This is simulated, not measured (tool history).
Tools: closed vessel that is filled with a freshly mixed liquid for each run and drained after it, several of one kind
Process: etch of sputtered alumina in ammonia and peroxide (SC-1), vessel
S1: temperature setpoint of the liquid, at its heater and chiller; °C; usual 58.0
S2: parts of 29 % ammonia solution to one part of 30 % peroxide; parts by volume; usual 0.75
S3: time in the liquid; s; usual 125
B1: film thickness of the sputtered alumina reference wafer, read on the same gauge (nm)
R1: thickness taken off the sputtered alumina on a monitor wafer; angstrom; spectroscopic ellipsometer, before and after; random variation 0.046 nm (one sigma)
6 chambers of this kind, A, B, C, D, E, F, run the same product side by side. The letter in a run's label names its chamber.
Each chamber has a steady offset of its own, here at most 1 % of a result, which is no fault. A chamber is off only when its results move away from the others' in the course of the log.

Run 1D, day 0.317: usual settings; B1 79.938. Result: R1 91.562 angstrom.
Run 2A, day 0.654: usual settings; B1 80.016. Result: R1 92.960 angstrom.
Run 3E, day 1.121: usual settings; B1 80.002. Result: R1 92.975 angstrom.
Run 4B, day 1.475: usual settings; B1 79.975. Result: R1 92.783 angstrom.
Run 5F, day 1.917: usual settings; B1 80.007. Result: R1 92.504 angstrom.
Run 6C, day 2.262: usual settings; B1 79.997. Result: R1 91.895 angstrom.
At day 2.392: chamber C: new drum of ammonia solution connected.
Run 7C, day 2.671: usual settings; B1 79.971. Result: R1 91.086 angstrom.
Run 8A, day 3.062: usual settings; B1 79.999. Result: R1 92.693 angstrom.
Run 9E, day 3.312: usual settings; B1 80.018. Result: R1 93.220 angstrom.
Run 10B, day 3.721: usual settings but S2 0.60 parts by volume; B1 80.001. Result: R1 90.546 angstrom.
Run 11F, day 4.088: usual settings but S2 0.60 parts by volume; B1 80.026. Result: R1 89.780 angstrom.
At day 4.312: chamber C: thermometer replaced.
Run 12D, day 4.458: usual settings but S2 0.60 parts by volume; B1 80.025. Result: R1 89.615 angstrom.
Run 13A, day 4.683: usual settings but S2 0.60 parts by volume; B1 80.005. Result: R1 90.996 angstrom.
At day 5.033: chamber C: ammonia flow meter replaced.
Run 14E, day 5.092: usual settings but S2 0.60 parts by volume; B1 79.992. Result: R1 90.553 angstrom.
Run 15F, day 5.350: usual settings but S2 0.60 parts by volume; B1 80.019. Result: R1 90.200 angstrom.
Run 16B, day 5.808: usual settings; B1 79.985. Result: R1 91.848 angstrom.
Run 17C, day 6.121: usual settings; B1 80.005. Result: R1 92.831 angstrom.
Run 18D, day 6.546: usual settings; B1 80.001. Result: R1 92.431 angstrom.
At day 6.696: chamber B: ammonia flow meter replaced.
Run 19C, day 6.921: usual settings; B1 79.996. Result: R1 91.528 angstrom.
Run 20F, day 7.225: usual settings; B1 80.057. Result: R1 92.897 angstrom.
Run 21A, day 7.462: usual settings; B1 80.017. Result: R1 91.269 angstrom.
Run 22E, day 7.904: usual settings but S1 63.5 °C; B1 80.015. Result: R1 123.290 angstrom.
Run 23D, day 8.300: usual settings but S1 63.5 °C; B1 79.995. Result: R1 121.790 angstrom.
Run 24B, day 8.571: usual settings but S1 63.5 °C; B1 79.973. Result: R1 121.950 angstrom.
At day 8.938: chamber B: new drum of ammonia solution connected.
Run 25A, day 9.004: usual settings but S1 63.5 °C; B1 80.007. Result: R1 119.830 angstrom.
Run 26C, day 9.292: usual settings but S1 63.5 °C; B1 79.945. Result: R1 120.340 angstrom.
Run 27F, day 9.575: usual settings but S1 63.5 °C; B1 80.016. Result: R1 122.430 angstrom.
Run 28E, day 10.038: usual settings; B1 79.997. Result: R1 93.284 angstrom.
Run 29D, day 10.446: usual settings but S3 155 s; B1 80.023. Result: R1 114.310 angstrom.
Run 30B, day 10.896: usual settings but S3 155 s; B1 80.022. Result: R1 114.540 angstrom.
At day 11.008: chamber F: thermometer replaced.
Run 31B, day 11.183: usual settings but S3 155 s; B1 80.017. Result: R1 114.540 angstrom.
Run 32E, day 11.475: usual settings but S3 155 s; B1 80.061. Result: R1 116.430 angstrom.
Run 33F, day 11.775: usual settings but S3 155 s; B1 79.971. Result: R1 114.700 angstrom.
At day 11.967: chamber D: ammonia flow meter replaced.
Run 34A, day 12.242: usual settings but S3 155 s; B1 80.000. Result: R1 110.760 angstrom.
Run 35D, day 12.558: usual settings; B1 79.973. Result: R1 92.205 angstrom.
Run 36C, day 12.846: usual settings; B1 79.952. Result: R1 91.576 angstrom.
Run 37E, day 13.233: usual settings; B1 79.982. Result: R1 93.432 angstrom.
At day 13.396: chamber C: new drum of ammonia solution connected.
Run 38C, day 13.571: usual settings; B1 80.015. Result: R1 92.081 angstrom.
Run 39A, day 13.825: usual settings; B1 79.981. Result: R1 87.518 angstrom.
Run 40D, day 14.229: usual settings; B1 79.979. Result: R1 92.458 angstrom.

Is one chamber off against the others, does the gauge drift, or is nothing wrong? If a chamber is off, say which, and what the likeliest cause is.

Chamber A drifts away from the others.
Cause: liquid colder than its thermometer reads (K) = 1.16.

Here are 4 candidates for chamber A's next run, each the usual settings with a change, their results left as question marks. Which one brings its results back in line with what the others give on the usual settings?
In line means no further than this from the other chambers' mean on the usual settings: R1 1.600 angstrom
Run 41A-1, day 14.588: usual settings but S1 57.0 °C. Result: R1 ?.
Run 41A-2, day 14.588: usual settings but S2 0.20 parts by volume. Result: R1 ?.
Run 41A-3, day 14.588: usual settings but S1 59.0 °C. Result: R1 ?.
Run 41A-4, day 14.588: usual settings but S1 59.0 °C, S3 135 s. Result: R1 ?.

The other chambers' mean on the usual settings: R1 92.431 angstrom
  run      R1
41A-1  83.047
41A-2  76.978
41A-3  92.088
41A-4  99.456
41A-3 brings the chamber back in line.
